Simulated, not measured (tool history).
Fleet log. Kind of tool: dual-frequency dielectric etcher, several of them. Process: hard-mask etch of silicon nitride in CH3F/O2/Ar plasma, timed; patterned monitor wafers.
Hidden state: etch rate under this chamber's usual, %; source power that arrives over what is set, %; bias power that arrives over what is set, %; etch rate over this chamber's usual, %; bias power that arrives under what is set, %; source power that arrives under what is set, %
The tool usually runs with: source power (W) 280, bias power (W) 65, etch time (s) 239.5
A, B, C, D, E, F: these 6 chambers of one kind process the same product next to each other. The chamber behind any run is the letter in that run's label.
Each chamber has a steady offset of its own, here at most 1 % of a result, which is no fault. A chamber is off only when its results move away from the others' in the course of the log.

run	day	source power (W)	bias power (W)	etch time (s)	hours since the last wet clean	hours since the last source power generator calibration	hours since the last bias power generator calibration	read-back reference wafer on the same gauge, depth_nm	mean etch depth across the wafer (nm)
1B	0.508	280	65	239.5	68.1	167.9	799.0	124.01	142.61
2A	0.988	280	65	239.5	520.2	1158.6	799.2	123.98	141.12
3D	1.379	280	65	239.5	160.6	751.7	1061.2	123.99	141.18
4F	1.738	280	65	239.5	408.2	3409.2	405.9	123.98	141.46
5C	2.138	280	65	239.5	282.2	2149.4	2681.0	124.00	141.53
# day 2.167: chamber A: wet clean of the chamber
6E	2.579	280	65	239.5	122.2	2567.3	93.6	124.02	140.67
7C	3.129	280	65	239.5	306.0	2173.2	2704.8	124.07	141.83
8E	3.558	350	52	239.5	145.7	2590.8	117.1	124.03	142.29
9A	3.850	350	52	239.5	40.4	1227.3	867.9	124.01	142.71
10F	4.346	350	52	239.5	470.8	3471.8	468.5	124.02	142.01
# day 4.571: chamber F: wet clean of the chamber
11B	4.867	350	52	239.5	172.7	272.5	903.6	124.01	143.71
12D	5.538	350	52	239.5	260.4	851.5	1161.0	123.99	142.51
13C	6.000	350	52	239.5	374.9	2242.1	2773.7	123.99	144.46
14E	6.462	300	65	300.5	215.4	2660.5	186.8	124.03	181.47
15B	6.800	300	65	300.5	219.1	318.9	950.0	123.98	183.38
# day 7.175: chamber C: wet clean of the chamber
16F	7.338	300	65	300.5	66.5	3543.6	540.3	124.10	181.78
# day 7.529: chamber E: source power generator calibrated
17A	7.775	300	65	300.5	134.6	1321.5	962.1	123.92	181.91
18D	8.200	300	65	300.5	324.3	915.4	1224.9	123.95	181.97
19F	8.600	300	65	300.5	96.8	3573.9	570.6	124.00	181.10
20A	9.229	280	65	239.5	169.5	1356.4	997.0	123.98	141.40
# day 9.717: chamber D: wet clean of the chamber
21C	9.725	280	65	239.5	61.3	2331.5	2863.1	124.00	141.33
22E	10.100	280	65	239.5	302.7	61.8	274.1	124.00	138.59
23D	10.633	280	65	239.5	22.1	973.8	1283.3	123.91	141.36
24B	11.104	280	65	239.5	322.4	422.2	1053.3	124.03	142.18
25F	11.479	280	65	239.5	165.9	3643.0	639.7	123.99	141.84
26A	11.775	280	65	239.5	230.6	1417.5	1058.1	124.05	141.42
27D	12.154	280	65	239.5	58.6	1010.3	1319.8	124.04	141.30
28E	12.717	280	65	239.5	365.5	124.6	336.9	123.96	138.74
29B	13.242	280	65	239.5	373.7	473.5	1104.6	124.03	141.99
30C	13.533	280	65	239.5	152.7	2422.9	2954.5	123.99	142.41
31B	13.862	280	65	239.5	388.6	488.4	1119.5	123.95	142.57
32F	14.275	280	65	239.5	233.0	3710.1	706.8	124.00	140.86
33C	14.642	280	65	239.5	179.3	2449.5	2981.1	123.95	142.21
# day 14.971: chamber B: wet clean of the chamber
34E	15.154	280	65	239.5	424.0	183.1	395.4	123.88	138.53
35A	15.554	280	65	239.5	321.3	1508.2	1148.8	124.01	141.47
36D	16.104	280	65	239.5	153.4	1105.1	1414.6	123.98	141.16
37B	16.408	280	65	239.5	34.6	549.5	1180.6	124.03	142.68

Read the log: is a single chamber off, either drifting away or since a service, is the gauge that measures every chamber drifting, or is nothing wrong beyond small per-chamber offsets? Name any odd chamber and what most likely caused it.

Chamber E has stood off from the others ever since a service on it.
Likeliest cause: source power that arrives under what is set, % = 3.24.

Which of the 4 candidates below, each the usual settings with something changed and its results left as question marks, puts chamber E back in line with what the other chambers give on the usual settings?
To be in line, a result may differ from the other chambers' mean on the usual settings by at most: mean etch depth across the wafer (nm) 1.10
38E-1	16.892	280	65	235.0					?
38E-2	16.892	280	65	241.0					?
38E-3	16.892	280	64	239.5					?
38E-4	16.892	280	65	244.0					?

Mean of the other chambers on the usual settings: mean etch depth across the wafer (nm) 141.62
run	mean etch depth across the wafer (nm)
38E-1	135.83
38E-2	139.29
38E-3	137.69
38E-4	141.03
With 38E-4, the chamber falls back in line with the rest.
